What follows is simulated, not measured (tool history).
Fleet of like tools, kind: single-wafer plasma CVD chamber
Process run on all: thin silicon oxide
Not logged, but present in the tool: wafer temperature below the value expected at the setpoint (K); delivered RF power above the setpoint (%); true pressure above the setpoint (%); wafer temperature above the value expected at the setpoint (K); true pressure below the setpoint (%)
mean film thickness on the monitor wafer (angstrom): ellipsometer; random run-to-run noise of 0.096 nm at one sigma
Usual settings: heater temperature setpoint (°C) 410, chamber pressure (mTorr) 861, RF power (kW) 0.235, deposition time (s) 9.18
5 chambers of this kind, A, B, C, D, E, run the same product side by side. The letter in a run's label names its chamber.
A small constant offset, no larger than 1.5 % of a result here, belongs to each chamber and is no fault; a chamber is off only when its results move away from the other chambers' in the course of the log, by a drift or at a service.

run   hour  heater temperature setpoint (°C)  chamber pressure (mTorr)  RF power (kW)  deposition time (s)  hours since the last thermocouple change  hours since the last RF generator calibration  hours since the last manometer calibration  read-back reference wafer on the same gauge, thickness_nm  mean film thickness on the monitor wafer (angstrom)
       6.4  -- chamber D: RF generator calibrated
 1B   10.8                               410                       861          0.235                 9.18                                     366.8                                          769.2                                        85.3                                                     14.009                                               161.40
 2C   24.6                               410                       861          0.235                 9.18                                    1299.0                                          629.9                                       382.9                                                     13.987                                               160.52
 3E   36.6                               410                       861          0.235                 9.18                                    2494.3                                          611.4                                      2106.1                                                     13.989                                               160.95
 4A   46.6                               410                       861          0.235                 9.18                                    2223.1                                         2232.7                                      1549.0                                                     13.996                                               160.78
 5D   59.2                               410                       861          0.235                 9.18                                     265.4                                           52.8                                      2162.4                                                     14.002                                               160.04
 6D   73.4                               410                       861          0.235                 9.18                                     279.6                                           67.0                                      2176.6                                                     13.990                                               159.58
 7C   80.1                               410                       861          0.235                 9.18                                    1354.5                                          685.4                                       438.4                                                     13.993                                               161.66
 8A   87.9                               410                       861          0.235                 9.18                                    2264.4                                         2274.0                                      1590.3                                                     14.010                                               158.29
 9E   94.5                               410                       861          0.235                 9.18                                    2552.2                                          669.3                                      2164.0                                                     14.023                                               160.42
10B  105.6                               410                       861          0.235                 9.18                                     461.6                                          864.0                                       180.1                                                     14.003                                               161.44
11A  114.2                               410                       861          0.235                 9.18                                    2290.7                                         2300.3                                      1616.6                                                     13.981                                               159.24
12C  122.6                               410                       861          0.235                 9.18                                    1397.0                                          727.9                                       480.9                                                     14.010                                               161.33
13E  133.4                               410                       861          0.235                 9.18                                    2591.1                                          708.2                                      2202.9                                                     13.994                                               163.51
     133.7  -- chamber B: RF generator calibrated
14B  143.8                               410                       861          0.235                 9.18                                     499.8                                           10.2                                       218.3                                                     13.980                                               161.57
15D  149.9                               410                       861          0.235                 9.18                                     356.1                                          143.5                                      2253.1                                                     14.004                                               160.56
     156.3  -- chamber E: thermocouple changed; heater temperature recalibrated
16A  162.7                               423                       861          0.265                 9.18                                    2339.2                                         2348.8                                      1665.1                                                     13.976                                               167.69
     167.6  -- chamber A: capacitance manometer re-zeroed and calibrated
17B  175.1                               423                       861          0.265                 9.18                                     531.1                                           41.5                                       249.6                                                     13.990                                               168.20
18E  187.8                               423                       861          0.265                 9.18                                      31.6                                          762.6                                      2257.3                                                     14.014                                               171.42
19D  199.3                               423                       861          0.265                 9.18                                     405.5                                          192.9                                      2302.5                                                     13.995                                               168.59
20C  205.7                               423                       861          0.265                 9.18                                    1480.1                                          811.0                                       564.0                                                     13.974                                               169.13
21A  218.7                               410                       861          0.235                 9.18                                    2395.2                                         2404.8                                        51.2                                                     13.993                                               159.67
22B  227.0                               410                       861          0.235                 9.18                                     583.0                                           93.4                                       301.5                                                     14.006                                               159.77
23E  236.2                               410                       861          0.235                 9.18                                      80.0                                          811.0                                      2305.7                                                     14.013                                               161.72
24C  246.3                               410                       861          0.235                 9.18                                    1520.7                                          851.6                                       604.6                                                     14.000                                               159.41
25D  257.6                               410                       861          0.235                 9.18                                     463.8                                          251.2                                      2360.8                                                     14.004                                               161.44
26B  270.8                               410                       861          0.235                 9.18                                     626.8                                          137.2                                       345.3                                                     13.982                                               160.79
     275.8  -- chamber A: thermocouple changed; heater temperature recalibrated
27D  284.1                               410                       861          0.235                 9.18                                     490.3                                          277.7                                      2387.3                                                     14.012                                               159.11
28C  290.9                               410                       861          0.235                 9.18                                    1565.3                                          896.2                                       649.2                                                     13.993                                               161.38
29A  298.9                               410                       861          0.235                 9.18                                      23.2                                         2485.0                                       131.4                                                     13.999                                               159.92
30E  309.4                               410                       861          0.235                 9.18                                     153.2                                          884.2                                      2378.9                                                     13.985                                               161.06
31C  320.8                               410                       861          0.235                 9.18                                    1595.2                                          926.1                                       679.1                                                     14.004                                               161.63
     333.4  -- chamber A: RF generator calibrated
32E  334.3                               410                       861          0.235                 7.68                                     178.1                                          909.1                                      2403.8                                                     13.982                                               136.32
33D  344.5                               410                       861          0.235                 7.68                                     550.7                                          338.1                                      2447.7                                                     13.998                                               132.40
34B  355.7                               410                       861          0.235                 7.68                                     711.7                                          222.1                                       430.2                                                     13.985                                               133.77
35A  367.7                               410                       861          0.235                 7.68                                      92.0                                           34.4                                       200.2                                                     13.989                                               133.08

Has any chamber moved away from the others, gradually or after a service, or does the common gauge drift, or do the chambers differ only by their own small steady offsets? State the chamber and the most likely cause if one applies.

The fleet is healthy, with each chamber sitting at its usual small offset and no drift in the gauge.
